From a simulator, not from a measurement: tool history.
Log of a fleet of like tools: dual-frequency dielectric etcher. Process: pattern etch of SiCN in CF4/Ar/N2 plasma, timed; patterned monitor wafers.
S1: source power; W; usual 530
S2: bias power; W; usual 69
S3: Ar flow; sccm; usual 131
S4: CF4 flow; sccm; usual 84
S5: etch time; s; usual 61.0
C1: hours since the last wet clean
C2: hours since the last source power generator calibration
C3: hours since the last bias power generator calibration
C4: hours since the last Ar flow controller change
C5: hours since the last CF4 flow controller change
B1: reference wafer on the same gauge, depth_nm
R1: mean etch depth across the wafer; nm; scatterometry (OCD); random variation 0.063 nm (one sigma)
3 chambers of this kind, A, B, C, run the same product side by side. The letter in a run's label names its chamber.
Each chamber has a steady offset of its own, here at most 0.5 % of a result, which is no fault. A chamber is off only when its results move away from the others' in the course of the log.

run     day   S1  S2   S3   S4    S5     C1      C2      C3      C4      C5      B1      R1
 1A   0.433  530  69  131   84  61.0  254.2  1646.3   519.5  1853.9  1453.2  51.174  58.810
 2C   0.825  530  69  131   84  61.0  381.7  1172.6  1988.7  1201.5  3242.0  51.180  58.821
 3B   1.096  530  69  131   84  61.0  336.0  1258.4  2433.9   973.4  4336.8  51.185  59.006
 4B   1.462  530  69  131   84  61.0  344.8  1267.2  2442.7   982.2  4345.6  51.183  59.111
 5C   1.896  530  69  131   84  61.0  407.4  1198.3  2014.4  1227.2  3267.7  51.156  58.778
 6A   2.217  530  69  131   84  61.0  297.0  1689.1   562.3  1896.7  1496.0  51.148  58.869
 7B   2.450  530  69  131   84  61.0  368.5  1290.9  2466.4  1005.9  4369.3  51.146  59.065
 8A   2.871  530  69  131   70  77.0  312.7  1704.8   578.0  1912.4  1511.7  51.133  72.027
 9C   3.142  530  69  131   70  77.0  437.3  1228.2  2044.3  1257.1  3297.6  51.126  71.895
10C   3.354  530  69  131   70  77.0  442.4  1233.3  2049.4  1262.2  3302.7  51.137  71.909
11A   3.646  530  79  131   84  78.5  331.3  1723.4   596.6  1931.0  1530.3  51.117  79.139
12B   3.988  530  79  131   84  78.5  405.4  1327.8  2503.3  1042.8  4406.2  51.125  79.573
      4.029  -- chamber A: wet clean of the chamber
13C   4.371  530  79  131   84  78.5  466.8  1257.7  2073.8  1286.6  3327.1  51.112  79.047
14A   4.721  530  69  131   84  61.0   16.6  1749.2   622.4  1956.8  1556.1  51.094  58.777
15B   5.129  530  69  131   84  61.0  432.8  1355.2  2530.7  1070.2  4433.6  51.076  59.029
16A   5.462  530  69  131   84  61.0   34.4  1767.0   640.2  1974.6  1573.9  51.084  58.770
17C   5.812  530  69  131  103  61.0  501.4  1292.3  2108.4  1321.2  3361.7  51.090  60.533
18B   6.088  530  69  131  103  61.0  455.8  1378.2  2553.7  1093.2  4456.6  51.063  60.736
19C   6.542  530  69  131  103  61.0  518.9  1309.8  2125.9  1338.7  3379.2  51.058  60.445
20B   6.967  530  69  131   84  61.0  476.9  1399.3  2574.8  1114.3  4477.7  51.038  59.027
21A   7.250  530  69  131   84  61.0   77.3  1809.9   683.1  2017.5  1616.8  51.041  58.677
22A   7.708  530  69  131   84  61.0   88.3  1820.9   694.1  2028.5  1627.8  51.036  58.619
23C   7.954  530  69  131   84  61.0  552.8  1343.7  2159.8  1372.6  3413.1  51.034  58.566
24B   8.233  530  69  131   84  61.0  507.3  1429.7  2605.2  1144.7  4508.1  51.018  58.932
25B   8.454  630  69  131   84  68.0  512.6  1435.0  2610.5  1150.0  4513.4  51.022  76.295
26A   8.662  630  69  131   84  68.0  111.2  1843.8   717.0  2051.4  1650.7  51.005  76.095
27C   9.008  630  69  131   84  68.0  578.1  1369.0  2185.1  1397.9  3438.4  50.999  76.321
      9.025  -- chamber C: wet clean of the chamber
28B   9.254  530  69  131   84  61.0  531.8  1454.2  2629.7  1169.2  4532.6  50.995  58.940
29C   9.617  530  69  131   84  61.0   14.2  1383.6  2199.7  1412.5  3453.0  50.987  58.513
30A   9.871  530  69  131   84  61.0  140.2  1872.8   746.0  2080.4  1679.7  50.978  58.548
31C  10.150  530  69  131   84  61.0   27.0  1396.4  2212.5  1425.3  3465.8  50.980  58.688

All 3 chambers run these settings next. Forecast each chamber's results:
32A  10.479  480  69  131  84  61.0                           ?
32B  10.479  480  69  131  84  61.0                           ?
32C  10.479  480  69  131  84  61.0                           ?

run      R1
32A  53.698
32B  53.903
32C  53.621
